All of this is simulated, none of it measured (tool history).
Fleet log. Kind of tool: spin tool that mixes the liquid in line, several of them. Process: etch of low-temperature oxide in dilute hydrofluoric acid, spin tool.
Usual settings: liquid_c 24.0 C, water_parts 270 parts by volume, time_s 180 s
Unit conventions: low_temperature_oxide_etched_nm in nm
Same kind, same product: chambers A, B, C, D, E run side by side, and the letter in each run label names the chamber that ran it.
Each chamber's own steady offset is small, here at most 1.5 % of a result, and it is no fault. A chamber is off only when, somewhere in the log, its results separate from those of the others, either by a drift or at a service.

run   hour  liquid_c  water_parts  time_s  hours since the thermometer was replaced  hours since the hydrofluoric acid flow meter was replaced  read-back film thickness of the low-temperature oxide reference wafer, read on the same gauge (nm)  low_temperature_oxide_etched_nm
 1E    7.1      24.0          270     180                                     869.6                                                      603.3                                                                                             100.020                          10.4890
 2D   19.0      24.0          270     180                                     447.6                                                      498.8                                                                                              99.999                          10.4770
 3A   31.0      24.0          270     180                                    2346.8                                                      204.3                                                                                             100.000                          10.5610
 4C   37.2      24.0          270     180                                    1124.6                                                      303.5                                                                                             100.010                          10.6310
 5B   48.0      26.5          270     180                                     834.9                                                      826.8                                                                                             100.030                          11.2890
 6A   54.2      26.5          270     180                                    2370.0                                                      227.5                                                                                              99.992                          11.4190
 7D   60.2      26.5          270     180                                     488.8                                                      540.0                                                                                             100.000                          11.5270
 8C   72.0      26.5          270     180                                    1159.4                                                      338.3                                                                                             100.010                          11.6430
 9B   80.0      26.5          270     180                                     866.9                                                      858.8                                                                                             100.010                          11.2240
      84.8  -- chamber B: thermometer replaced
10E   88.9      24.0          270     180                                     951.4                                                      685.1                                                                                              99.940                          10.5900
11C   97.7      24.0          270     180                                    1185.1                                                      364.0                                                                                             100.010                          10.7140
12E  108.8      24.0          270     180                                     971.3                                                      705.0                                                                                             100.000                          10.5950
13D  116.3      24.0          270     180                                     544.9                                                      596.1                                                                                             100.040                          10.5800
14B  121.7      24.0          270     180                                      36.9                                                      900.5                                                                                              99.983                          10.4430
15A  127.2      24.0          270     180                                    2443.0                                                      300.5                                                                                             100.010                          10.5360
16B  136.9      24.0          270     180                                      52.1                                                      915.7                                                                                             100.040                          10.3310
17A  145.3      24.0          270     180                                    2461.1                                                      318.6                                                                                             100.020                          10.4340
18C  154.6      24.0          270     180                                    1242.0                                                      420.9                                                                                              99.983                          10.6900
19D  163.1      24.0          270     180                                     591.7                                                      642.9                                                                                              99.991                          10.5720
20E  174.3      24.0          270     180                                    1036.8                                                      770.5                                                                                             100.030                          10.4780
21E  183.8      24.0          270     180                                    1046.3                                                      780.0                                                                                              99.971                          10.6300
22D  189.9      24.0          270     180                                     618.5                                                      669.7                                                                                             100.000                          10.6880
23C  200.9      24.0          270     180                                    1288.3                                                      467.2                                                                                             100.030                          10.9780
24B  208.4      24.0          145     260                                     123.6                                                      987.2                                                                                             100.020                          32.2650
25A  218.0      24.0          145     260                                    2533.8                                                      391.3                                                                                             100.040                          32.3310
26D  229.1      24.0          145     260                                     657.7                                                      708.9                                                                                              99.973                          32.7810
27E  237.1      24.0          145     260                                    1099.6                                                      833.3                                                                                             100.000                          32.9090
28C  243.3      24.0          145     260                                    1330.7                                                      509.6                                                                                              99.977                          33.1070
29A  254.2      24.0          270     180                                    2570.0                                                      427.5                                                                                             100.000                          10.5160
30B  264.4      24.0          270     180                                     179.6                                                     1043.2                                                                                              99.985                          10.3130
31C  269.9      24.0          270     180                                    1357.3                                                      536.2                                                                                             100.010                          11.1040
32D  280.1      24.0          270     180                                     708.7                                                      759.9                                                                                              99.995                          10.5870
33E  285.9      24.0          270     180                                    1148.4                                                      882.1                                                                                             100.010                          10.5770
     287.0  -- chamber A: thermometer replaced
34B  292.4      24.0          395     180                                     207.6                                                     1071.2                                                                                             100.020                           6.3148
35A  299.7      24.0          395     180                                      12.8                                                      473.0                                                                                             100.010                           6.3478
36A  305.7      24.0          395     180                                      18.8                                                      479.0                                                                                              99.966                           6.3890
37D  312.7      24.0          395     180                                     741.3                                                      792.5                                                                                              99.980                           6.3909
38C  318.1      24.0          395     180                                    1405.5                                                      584.4                                                                                             100.020                           6.7218

One chamber off, gauge drift, or nothing amiss beyond the chambers' own small offsets? If it is a chamber, which one, and what is the likeliest cause?

It is chamber C that slowly wanders off from its peers.
Cause: liquid hotter than its thermometer reads (K) = 1.45.
The log may not tell that from: hydrofluoric acid flow above the setpoint (%).

Below are 4 candidate recipes for chamber C's next run, each the usual settings with a change, their results shown as question marks. Which of them brings C's results back in line with what the other chambers give on the usual settings?
To be in line, a result may differ from the other chambers' mean on the usual settings by at most: low_temperature_oxide_etched_nm 0.1900 nm
39C-1  327.0      24.0          290     180                                                                                                                                                                                                                                         ?
39C-2  327.0      25.5          270     180                                                                                                                                                                                                                                         ?
39C-3  327.0      24.0          275     175                                                                                                                                                                                                                                         ?
39C-4  327.0      24.0          250     180                                                                                                                                                                                                                                         ?

The other chambers' mean on the usual settings: low_temperature_oxide_etched_nm 10.4960 nm
  run  low_temperature_oxide_etched_nm
39C-1                          10.1730
39C-2                          11.7290
39C-3                          10.5810
39C-4                          12.2680
Change 39C-3 lands the chamber within the allowed miss of the other chambers.

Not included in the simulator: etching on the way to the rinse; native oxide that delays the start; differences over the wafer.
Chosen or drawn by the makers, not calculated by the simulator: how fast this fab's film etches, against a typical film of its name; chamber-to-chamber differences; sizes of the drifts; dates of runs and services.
